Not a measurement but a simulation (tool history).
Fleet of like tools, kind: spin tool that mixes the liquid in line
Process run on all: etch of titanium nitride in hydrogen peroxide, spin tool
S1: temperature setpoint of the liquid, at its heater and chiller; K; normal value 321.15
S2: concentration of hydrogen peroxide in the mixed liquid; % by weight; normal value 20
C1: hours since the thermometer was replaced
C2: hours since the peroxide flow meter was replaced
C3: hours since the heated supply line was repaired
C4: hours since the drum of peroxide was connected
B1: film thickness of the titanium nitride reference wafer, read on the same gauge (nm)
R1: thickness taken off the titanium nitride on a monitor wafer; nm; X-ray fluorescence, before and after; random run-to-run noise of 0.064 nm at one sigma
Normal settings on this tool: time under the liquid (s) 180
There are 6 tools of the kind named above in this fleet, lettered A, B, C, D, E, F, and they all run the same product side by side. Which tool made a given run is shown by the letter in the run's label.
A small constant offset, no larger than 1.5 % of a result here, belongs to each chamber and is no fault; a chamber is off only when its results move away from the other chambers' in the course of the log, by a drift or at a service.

Run 1C, hour 14.7: usual settings; C1 581.9; C2 532.8; C3 524.1; C4 881.6; B1 130.01. Result: R1 11.6490 nm.
Run 2A, hour 27.9: usual settings; C1 371.8; C2 94.1; C3 839.6; C4 263.9; B1 129.99. Result: R1 11.4230 nm.
Run 3F, hour 41.7: usual settings; C1 493.3; C2 169.3; C3 897.9; C4 158.0; B1 130.02. Result: R1 11.4400 nm.
Run 4E, hour 48.7: usual settings; C1 48.8; C2 608.0; C3 3874.1; C4 146.7; B1 130.01. Result: R1 11.4570 nm.
At hour 49.9: chamber B: new drum of peroxide connected.
At hour 55.8: chamber E: peroxide flow meter replaced.
Run 5B, hour 63.7: usual settings; C1 1194.2; C2 1640.2; C3 2027.7; C4 13.8; B1 130.01. Result: R1 11.5790 nm.
At hour 71.7: chamber B: peroxide flow meter replaced.
Run 6D, hour 78.2: usual settings; C1 144.8; C2 492.6; C3 288.2; C4 413.0; B1 130.01. Result: R1 11.3770 nm.
Run 7D, hour 85.1: usual settings; C1 151.7; C2 499.5; C3 295.1; C4 419.9; B1 130.01. Result: R1 11.3300 nm.
Run 8A, hour 99.5: usual settings but S1 315.15 K, S2 25 % by weight; C1 443.4; C2 165.7; C3 911.2; C4 335.5; B1 129.98. Result: R1 7.7281 nm.
Run 9F, hour 106.4: usual settings but S1 315.15 K, S2 25 % by weight; C1 558.0; C2 234.0; C3 962.6; C4 222.7; B1 130.01. Result: R1 7.7980 nm.
Run 10E, hour 120.1: usual settings but S1 315.15 K, S2 25 % by weight; C1 120.2; C2 64.4; C3 3945.5; C4 218.1; B1 129.96. Result: R1 7.6834 nm.
Run 11B, hour 129.8: usual settings but S1 315.15 K, S2 25 % by weight; C1 1260.3; C2 58.2; C3 2093.8; C4 79.9; B1 130.01. Result: R1 7.7679 nm.
Run 12C, hour 139.0: usual settings but S1 315.15 K, S2 25 % by weight; C1 706.2; C2 657.1; C3 648.4; C4 1005.9; B1 130.01. Result: R1 7.6542 nm.
Run 13B, hour 149.8: usual settings but S1 315.15 K, S2 25 % by weight; C1 1280.3; C2 78.2; C3 2113.8; C4 99.9; B1 130.00. Result: R1 7.7842 nm.
Run 14F, hour 164.2: usual settings; C1 615.8; C2 291.8; C3 1020.4; C4 280.5; B1 130.01. Result: R1 11.4770 nm.
Run 15A, hour 171.9: usual settings; C1 515.8; C2 238.1; C3 983.6; C4 407.9; B1 129.99. Result: R1 11.3510 nm.
Run 16C, hour 185.4: usual settings; C1 752.6; C2 703.5; C3 694.8; C4 1052.3; B1 129.98. Result: R1 11.5480 nm.
Run 17D, hour 198.9: usual settings; C1 265.5; C2 613.3; C3 408.9; C4 533.7; B1 130.00. Result: R1 11.3660 nm.
Run 18E, hour 209.5: usual settings; C1 209.6; C2 153.8; C3 4034.9; C4 307.5; B1 130.00. Result: R1 11.3060 nm.
Run 19B, hour 223.5: usual settings; C1 1354.0; C2 151.9; C3 2187.5; C4 173.6; B1 129.99. Result: R1 11.5720 nm.
Run 20E, hour 238.9: usual settings; C1 239.0; C2 183.2; C3 4064.3; C4 336.9; B1 129.98. Result: R1 11.3570 nm.
Run 21F, hour 247.0: usual settings; C1 698.6; C2 374.6; C3 1103.2; C4 363.3; B1 129.98. Result: R1 11.5410 nm.
Run 22C, hour 254.5: usual settings but S1 314.15 K, time under the liquid (s) 115; C1 821.7; C2 772.6; C3 763.9; C4 1121.4; B1 129.99. Result: R1 4.3553 nm.
At hour 264.0: chamber C: new drum of peroxide connected.
Run 23D, hour 267.7: usual settings but S1 314.15 K, time under the liquid (s) 115; C1 334.3; C2 682.1; C3 477.7; C4 602.5; B1 130.01. Result: R1 4.3537 nm.
Run 24A, hour 280.3: usual settings but S1 314.15 K, time under the liquid (s) 115; C1 624.2; C2 346.5; C3 1092.0; C4 516.3; B1 129.99. Result: R1 4.2898 nm.
Run 25A, hour 292.4: usual settings but S1 314.15 K, time under the liquid (s) 115; C1 636.3; C2 358.6; C3 1104.1; C4 528.4; B1 129.99. Result: R1 4.3037 nm.
At hour 298.8: chamber E: new drum of peroxide connected.
Run 26B, hour 301.2: usual settings but S1 314.15 K, time under the liquid (s) 115; C1 1431.7; C2 229.6; C3 2265.2; C4 251.3; B1 129.99. Result: R1 4.3588 nm.
At hour 302.0: chamber A: peroxide flow meter replaced.
At hour 310.7: chamber E: heated supply line repaired.
Run 27D, hour 315.8: usual settings but S1 314.15 K, time under the liquid (s) 115; C1 382.4; C2 730.2; C3 525.8; C4 650.6; B1 130.00. Result: R1 4.3609 nm.
Run 28C, hour 324.3: usual settings; C1 891.5; C2 842.4; C3 833.7; C4 60.4; B1 129.99. Result: R1 11.4790 nm.
Run 29E, hour 331.7: usual settings; C1 331.8; C2 276.0; C3 21.1; C4 33.0; B1 130.01. Result: R1 11.5860 nm.
Run 30F, hour 342.8: usual settings; C1 794.4; C2 470.4; C3 1199.0; C4 459.1; B1 129.99. Result: R1 11.5410 nm.
Run 31C, hour 351.1: usual settings; C1 918.3; C2 869.2; C3 860.5; C4 87.2; B1 129.98. Result: R1 11.5140 nm.
Run 32B, hour 361.0: usual settings; C1 1491.5; C2 289.4; C3 2325.0; C4 311.1; B1 130.01. Result: R1 11.5120 nm.
Run 33A, hour 373.2: usual settings; C1 717.1; C2 71.2; C3 1184.9; C4 609.2; B1 130.02. Result: R1 11.0800 nm.
Run 34D, hour 380.8: usual settings; C1 447.4; C2 795.2; C3 590.8; C4 715.6; B1 130.01. Result: R1 11.3350 nm.
Run 35E, hour 393.2: usual settings; C1 393.3; C2 337.5; C3 82.6; C4 94.5; B1 130.01. Result: R1 11.3090 nm.
Run 36F, hour 406.1: usual settings; C1 857.7; C2 533.7; C3 1262.3; C4 522.4; B1 130.03. Result: R1 11.5630 nm.
Run 37A, hour 414.2: usual settings; C1 758.1; C2 112.2; C3 1225.9; C4 650.2; B1 129.98. Result: R1 11.2150 nm.
Run 38E, hour 427.6: usual settings; C1 427.7; C2 371.9; C3 117.0; C4 128.9; B1 130.00. Result: R1 11.2830 nm.
Run 39F, hour 435.7: usual settings; C1 887.3; C2 563.3; C3 1291.9; C4 552.0; B1 130.02. Result: R1 11.4120 nm.
Run 40D, hour 444.3: usual settings; C1 510.9; C2 858.7; C3 654.3; C4 779.1; B1 130.00. Result: R1 11.4370 nm.
Run 41B, hour 454.0: usual settings; C1 1584.5; C2 382.4; C3 2418.0; C4 404.1; B1 130.01. Result: R1 11.5700 nm.
Run 42C, hour 465.3: usual settings; C1 1032.5; C2 983.4; C3 974.7; C4 201.4; B1 130.00. Result: R1 11.5380 nm.
Run 43D, hour 479.3: usual settings; C1 545.9; C2 893.7; C3 689.3; C4 814.1; B1 129.99. Result: R1 11.3970 nm.

Next, every chamber runs the same settings. What will each give?
Run 44A, hour 490.6: usual settings. Result: R1 ?.
Run 44B, hour 490.6: usual settings. Result: R1 ?.
Run 44C, hour 490.6: usual settings. Result: R1 ?.
Run 44D, hour 490.6: usual settings. Result: R1 ?.
Run 44E, hour 490.6: usual settings. Result: R1 ?.
Run 44F, hour 490.6: usual settings. Result: R1 ?.

run       R1
44A  11.0610
44B  11.5290
44C  11.4860
44D  11.3680
44E  11.4430
44F  11.4120
